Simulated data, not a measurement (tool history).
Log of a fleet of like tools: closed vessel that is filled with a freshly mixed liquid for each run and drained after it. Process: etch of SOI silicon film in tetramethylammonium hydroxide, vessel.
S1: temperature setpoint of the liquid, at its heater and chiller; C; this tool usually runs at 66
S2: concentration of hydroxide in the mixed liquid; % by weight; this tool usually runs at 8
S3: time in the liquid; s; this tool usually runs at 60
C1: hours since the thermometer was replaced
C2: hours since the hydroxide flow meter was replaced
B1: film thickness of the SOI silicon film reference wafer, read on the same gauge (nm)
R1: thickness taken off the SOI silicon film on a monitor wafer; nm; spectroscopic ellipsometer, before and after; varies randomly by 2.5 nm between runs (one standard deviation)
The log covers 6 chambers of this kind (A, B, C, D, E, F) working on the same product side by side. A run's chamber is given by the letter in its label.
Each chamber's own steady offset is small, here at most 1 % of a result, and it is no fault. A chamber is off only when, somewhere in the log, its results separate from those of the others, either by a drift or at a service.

run,hour,S1,S2,S3,C1,C2,B1,R1
1E,5.6,66,8,60,232.5,701.9,99.992,366.8
2A,10.4,66,8,60,1574.4,49.9,99.993,369.06
3C,15.9,66,8,60,1354.1,906,100,368.62
4B,20.5,66,8,60,504.5,734.7,100.01,364.3
5F,24.2,66,8,60,887.7,253.4,100,364.04
6D,27.6,66,8,60,143.6,512,99.982,369.91
7F,32.2,66,8,60,895.7,261.4,100.01,368.2
8B,35.7,66,8,60,519.7,749.9,99.997,369.84
9A,39.2,66,8,60,1603.2,78.7,99.998,372.59
10D,45.2,71.5,8,70,161.2,529.6,99.982,608.53
11E,49.8,71.5,8,70,276.7,746.1,100,600.38
12C,54.3,71.5,8,70,1392.5,944.4,100,596.91
13C,59.1,71.5,8,70,1397.3,949.2,99.991,595.16
14F,64.1,71.5,8,70,927.6,293.3,99.994,599.04
15A,68.7,71.5,8,70,1632.7,108.2,99.988,594.57
16E,74,66,8,60,300.9,770.3,100,369.95
17B,79.9,66,8,60,563.9,794.1,99.999,361.89
18D,84.7,70.5,8,35,200.7,569.1,99.991,280.49
19D,91.8,70.5,8,35,207.8,576.2,99.997,278.19
20E,98.4,70.5,8,35,325.3,794.7,100.01,276.1
21B,105.6,70.5,8,35,589.6,819.8,100,280.53
# hour 106: chamber A: thermometer replaced
22A,110.6,70.5,8,35,4.6,150.1,100.02,278.21
23C,116.4,70.5,8,35,1454.6,1006.5,100.02,282.33
24F,119.7,66,8,60,983.2,348.9,100.01,367.99
25F,127.2,66,8,60,990.7,356.4,99.999,370.84
26A,133.4,73.5,8,35,27.4,172.9,100,331.09
27D,136.8,73.5,8,35,252.8,621.2,99.995,326.57
28B,142.5,73.5,8,35,626.5,856.7,100,332.76
29E,146.4,73.5,8,35,373.3,842.7,99.982,334.27
30C,152.2,73.5,8,35,1490.4,1042.3,99.998,336.6
31B,158.8,73.5,8,35,642.8,873,100.02,331.97
32E,162.2,66,8,60,389.1,858.5,99.998,373.01
33F,166.1,66,8,60,1029.6,395.3,100,368.96
34C,172,69.5,8,30,1510.2,1062.1,99.971,227.17
35A,177.7,69.5,8,30,71.7,217.2,100,228.37
36D,184,69.5,8,30,300,668.4,100,215
37B,189.6,69.5,8,30,673.6,903.8,100,225.92
38E,197,69.5,8,30,423.9,893.3,100.03,229.57
39D,204.2,69.5,8,30,320.2,688.6,99.996,214.31
40F,210.9,66,8,60,1074.4,440.1,99.995,374.54
41A,215.6,66,8,60,109.6,255.1,100.01,370.89
42C,220.1,66,8,60,1558.3,1110.2,99.999,363.37

One chamber off, gauge drift, or nothing amiss beyond the chambers' own small offsets? If it is a chamber, which one, and what is the likeliest cause?

Little by little, chamber D moves away from the other chambers.
Most likely cause: liquid colder than its thermometer reads (K) = 1.41.

Here are 4 candidates for chamber D's next run, each the usual settings with a change, their results left as question marks. Which one brings its results back in line with what the others give on the usual settings?
Counts as in line when no further than this from what the other chambers average on the usual settings: R1 8.8 nm
43D-1,225.4,66,8,65,,,,?
43D-2,225.4,66,10,60,,,,?
43D-3,225.4,68.5,8,60,,,,?
43D-4,225.4,63.5,8,60,,,,?

The other chambers' mean on the usual settings: R1 368.26 nm
run,R1
43D-1,369.22
43D-2,314.61
43D-3,397.07
43D-4,291.85
With 43D-1, the chamber falls back in line with the rest.
